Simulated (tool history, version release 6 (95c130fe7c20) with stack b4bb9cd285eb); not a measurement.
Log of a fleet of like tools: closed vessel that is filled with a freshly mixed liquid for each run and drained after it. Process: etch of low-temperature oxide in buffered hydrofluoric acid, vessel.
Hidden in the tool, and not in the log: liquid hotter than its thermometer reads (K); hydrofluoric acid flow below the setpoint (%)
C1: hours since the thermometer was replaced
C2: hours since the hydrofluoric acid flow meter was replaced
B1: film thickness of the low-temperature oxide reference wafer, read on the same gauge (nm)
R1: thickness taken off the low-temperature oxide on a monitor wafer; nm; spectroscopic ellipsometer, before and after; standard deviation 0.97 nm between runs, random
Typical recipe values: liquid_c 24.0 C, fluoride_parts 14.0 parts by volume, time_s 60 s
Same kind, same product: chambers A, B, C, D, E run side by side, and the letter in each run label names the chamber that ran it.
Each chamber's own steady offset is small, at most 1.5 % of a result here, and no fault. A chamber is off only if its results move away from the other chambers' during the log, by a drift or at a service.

run 1A hour=8.4 | liquid_c=24.0 fluoride_parts=14.0 time_s=60 | C1=1324.7 C2=178.5 | B1=120.00 | R1=201.53
run 2B hour=16.5 | liquid_c=24.0 fluoride_parts=14.0 time_s=60 | C1=223.5 C2=23.2 | B1=119.99 | R1=199.08
run 3D hour=25.6 | liquid_c=24.0 fluoride_parts=14.0 time_s=60 | C1=597.4 C2=862.0 | B1=119.97 | R1=199.44
run 4C hour=33.2 | liquid_c=24.0 fluoride_parts=14.0 time_s=60 | C1=500.2 C2=1969.7 | B1=119.99 | R1=199.02
run 5E hour=39.0 | liquid_c=24.0 fluoride_parts=14.0 time_s=60 | C1=976.1 C2=1226.9 | B1=120.00 | R1=202.46
run 6E hour=44.6 | liquid_c=24.0 fluoride_parts=14.0 time_s=60 | C1=981.7 C2=1232.5 | B1=120.02 | R1=201.91
run 7D hour=49.2 | liquid_c=24.0 fluoride_parts=14.0 time_s=60 | C1=621.0 C2=885.6 | B1=120.01 | R1=199.39
run 8A hour=55.9 | liquid_c=24.0 fluoride_parts=14.0 time_s=60 | C1=1372.2 C2=226.0 | B1=119.98 | R1=201.29
run 9B hour=65.1 | liquid_c=26.0 fluoride_parts=11.5 time_s=60 | C1=272.1 C2=71.8 | B1=120.03 | R1=269.67
run 10C hour=71.2 | liquid_c=26.0 fluoride_parts=11.5 time_s=60 | C1=538.2 C2=2007.7 | B1=119.98 | R1=271.06
run 11C hour=76.2 | liquid_c=26.0 fluoride_parts=11.5 time_s=60 | C1=543.2 C2=2012.7 | B1=120.02 | R1=270.89
run 12E hour=84.1 | liquid_c=26.0 fluoride_parts=11.5 time_s=60 | C1=1021.2 C2=1272.0 | B1=119.98 | R1=272.82
run 13B hour=90.5 | liquid_c=26.0 fluoride_parts=11.5 time_s=60 | C1=297.5 C2=97.2 | B1=119.98 | R1=267.92
run 14A hour=96.2 | liquid_c=24.0 fluoride_parts=14.0 time_s=60 | C1=1412.5 C2=266.3 | B1=119.99 | R1=201.95
run 15D hour=105.6 | liquid_c=24.0 fluoride_parts=14.0 time_s=60 | C1=677.4 C2=942.0 | B1=119.97 | R1=200.81
run 16A hour=114.2 | liquid_c=24.0 fluoride_parts=14.0 time_s=60 | C1=1430.5 C2=284.3 | B1=120.00 | R1=201.48
run 17C hour=121.6 | liquid_c=24.0 fluoride_parts=14.0 time_s=60 | C1=588.6 C2=2058.1 | B1=119.98 | R1=199.08
run 18E hour=127.5 | liquid_c=24.0 fluoride_parts=14.0 time_s=60 | C1=1064.6 C2=1315.4 | B1=120.02 | R1=202.26
run 19B hour=136.2 | liquid_c=24.0 fluoride_parts=14.0 time_s=60 | C1=343.2 C2=142.9 | B1=119.98 | R1=199.66
run 20D hour=142.9 | liquid_c=24.0 fluoride_parts=14.0 time_s=60 | C1=714.7 C2=979.3 | B1=119.96 | R1=199.31
run 21C hour=150.7 | liquid_c=28.5 fluoride_parts=14.0 time_s=60 | C1=617.7 C2=2087.2 | B1=120.00 | R1=255.10
run 22E hour=158.0 | liquid_c=28.5 fluoride_parts=14.0 time_s=60 | C1=1095.1 C2=1345.9 | B1=120.02 | R1=258.25
run 23D hour=163.4 | liquid_c=28.5 fluoride_parts=14.0 time_s=60 | C1=735.2 C2=999.8 | B1=120.01 | R1=252.69
run 24B hour=170.9 | liquid_c=28.5 fluoride_parts=14.0 time_s=60 | C1=377.9 C2=177.6 | B1=120.00 | R1=253.37
run 25A hour=179.5 | liquid_c=28.5 fluoride_parts=14.0 time_s=60 | C1=1495.8 C2=349.6 | B1=120.02 | R1=257.21
run 26C hour=185.2 | liquid_c=24.0 fluoride_parts=14.0 time_s=60 | C1=652.2 C2=2121.7 | B1=119.98 | R1=200.05
run 27A hour=191.0 | liquid_c=24.0 fluoride_parts=14.0 time_s=60 | C1=1507.3 C2=361.1 | B1=119.99 | R1=202.62
run 28E hour=199.6 | liquid_c=24.0 fluoride_parts=14.0 time_s=60 | C1=1136.7 C2=1387.5 | B1=119.99 | R1=201.80
run 29B hour=208.3 | liquid_c=24.0 fluoride_parts=14.0 time_s=60 | C1=415.3 C2=215.0 | B1=120.04 | R1=199.54
run 30D hour=217.3 | liquid_c=24.0 fluoride_parts=14.0 time_s=60 | C1=789.1 C2=1053.7 | B1=120.01 | R1=198.44
run 31B hour=224.4 | liquid_c=24.0 fluoride_parts=14.0 time_s=60 | C1=431.4 C2=231.1 | B1=120.02 | R1=199.74
run 32C hour=230.4 | liquid_c=24.0 fluoride_parts=14.0 time_s=60 | C1=697.4 C2=2166.9 | B1=120.06 | R1=199.30
run 33D hour=236.2 | liquid_c=24.0 fluoride_parts=14.0 time_s=60 | C1=808.0 C2=1072.6 | B1=119.98 | R1=199.69
run 34E hour=241.3 | liquid_c=24.0 fluoride_parts=14.0 time_s=60 | C1=1178.4 C2=1429.2 | B1=119.94 | R1=201.53
run 35A hour=249.0 | liquid_c=24.0 fluoride_parts=14.0 time_s=60 | C1=1565.3 C2=419.1 | B1=119.97 | R1=200.78

For the next run the whole fleet of 5 chambers uses the same settings. Give each chamber's results:
run 36A hour=255.9 | liquid_c=24.0 fluoride_parts=14.0 time_s=50 | R1=?
run 36B hour=255.9 | liquid_c=24.0 fluoride_parts=14.0 time_s=50 | R1=?
run 36C hour=255.9 | liquid_c=24.0 fluoride_parts=14.0 time_s=50 | R1=?
run 36D hour=255.9 | liquid_c=24.0 fluoride_parts=14.0 time_s=50 | R1=?
run 36E hour=255.9 | liquid_c=24.0 fluoride_parts=14.0 time_s=50 | R1=?

run=36A R1=168.17
run=36B R1=165.89
run=36C R1=166.41
run=36D R1=165.72
run=36E R1=168.27

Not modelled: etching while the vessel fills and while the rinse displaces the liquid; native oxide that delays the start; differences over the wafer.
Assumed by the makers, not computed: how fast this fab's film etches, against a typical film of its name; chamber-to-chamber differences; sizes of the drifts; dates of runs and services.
